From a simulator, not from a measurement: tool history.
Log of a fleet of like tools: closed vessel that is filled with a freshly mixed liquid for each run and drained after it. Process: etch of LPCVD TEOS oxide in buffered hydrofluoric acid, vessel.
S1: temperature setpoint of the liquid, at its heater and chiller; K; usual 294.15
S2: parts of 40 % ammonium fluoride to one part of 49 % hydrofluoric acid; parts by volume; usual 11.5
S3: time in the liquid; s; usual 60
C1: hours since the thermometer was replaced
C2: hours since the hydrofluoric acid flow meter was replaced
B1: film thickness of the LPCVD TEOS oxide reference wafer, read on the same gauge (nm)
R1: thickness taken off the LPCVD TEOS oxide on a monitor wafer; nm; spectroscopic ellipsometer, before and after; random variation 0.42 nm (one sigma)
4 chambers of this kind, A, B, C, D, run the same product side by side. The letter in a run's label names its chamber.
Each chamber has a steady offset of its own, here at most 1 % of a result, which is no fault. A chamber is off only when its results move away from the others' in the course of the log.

run    day      S1    S2  S3      C1     C2      B1      R1
 1A  0.188  294.15  11.5  60  1209.8   15.3  49.984  99.948
 2C  0.396  294.15  11.5  60   705.4  315.8   50.04  99.667
 3B  0.617  294.15  11.5  60  1855.5  386.1  49.953  100.95
 4D  0.792  294.15  11.5  60   384.6  178.2  49.982  99.624
 5A  1.138  294.15  11.5  60  1232.6   38.1  50.009  99.079
 6B  1.446  294.15  11.5  60  1875.4    406  49.994  100.18
 7C  1.733  294.15  11.5  60   737.5  347.9   50.01  99.544
     1.762  -- chamber B: hydrofluoric acid flow meter replaced
 8D  2.038  294.15  11.5  60   414.5  208.1  50.003  98.763
 9C  2.308  294.15  11.5  60   751.3  361.7   49.98   99.61
10D  2.475  294.15  11.5  60     425  218.6  49.964   99.79
11A  2.712  294.15  11.5  60  1270.4   75.9   49.97  98.946
12B      3  294.15    13  50  1912.7   29.8  49.989  74.604
13D  3.329  294.15    13  50   445.5  239.1  50.013  73.989
14B  3.588  294.15    13  50  1926.8   43.9  49.977  74.317
15A  3.842  294.15    13  50  1297.5    103  50.002  73.811
16C  4.017  294.15  11.5  60   792.3  402.7  49.984    99.8
17D  4.221  294.15  11.5  60   466.9  260.5  50.053  99.469
18C  4.508  294.15  11.5  60   804.1  414.5  50.006  99.812
19B  4.742  294.15  11.5  60  1954.5   71.6  49.998  100.59
20A   4.95  294.15  11.5  60  1324.1  129.6  49.989  99.289
21A   5.25  294.15  11.5  60  1331.3  136.8  50.016  100.52
22B  5.454  294.15  11.5  60  1971.6   88.7   50.01  99.987
23D  5.617  294.15  11.5  60   500.4    294  50.023  99.261
24C  5.842  294.15  11.5  60   836.1  446.5  49.996  98.898
25D    6.1  294.15  11.5  60     512  305.6  49.987  100.23
26A  6.283  294.15  11.5  60  1356.1  161.6  49.989  99.735
27C    6.5  294.15  11.5  60   851.9  462.3  49.985  100.64
28B  6.658  290.15  11.5  60  2000.5  117.6  49.988   80.48
29D  6.992  290.15  11.5  60   533.4    327  50.004  79.604
30A  7.238  290.15  11.5  60    1379  184.5  49.965  79.571

What goes on in this fleet: one chamber off, a drifting gauge, or nothing beyond the chambers' own small offsets? Name the chamber and the cause, if any.

No chamber stands off beyond its own small offset, and the gauge holds steady.

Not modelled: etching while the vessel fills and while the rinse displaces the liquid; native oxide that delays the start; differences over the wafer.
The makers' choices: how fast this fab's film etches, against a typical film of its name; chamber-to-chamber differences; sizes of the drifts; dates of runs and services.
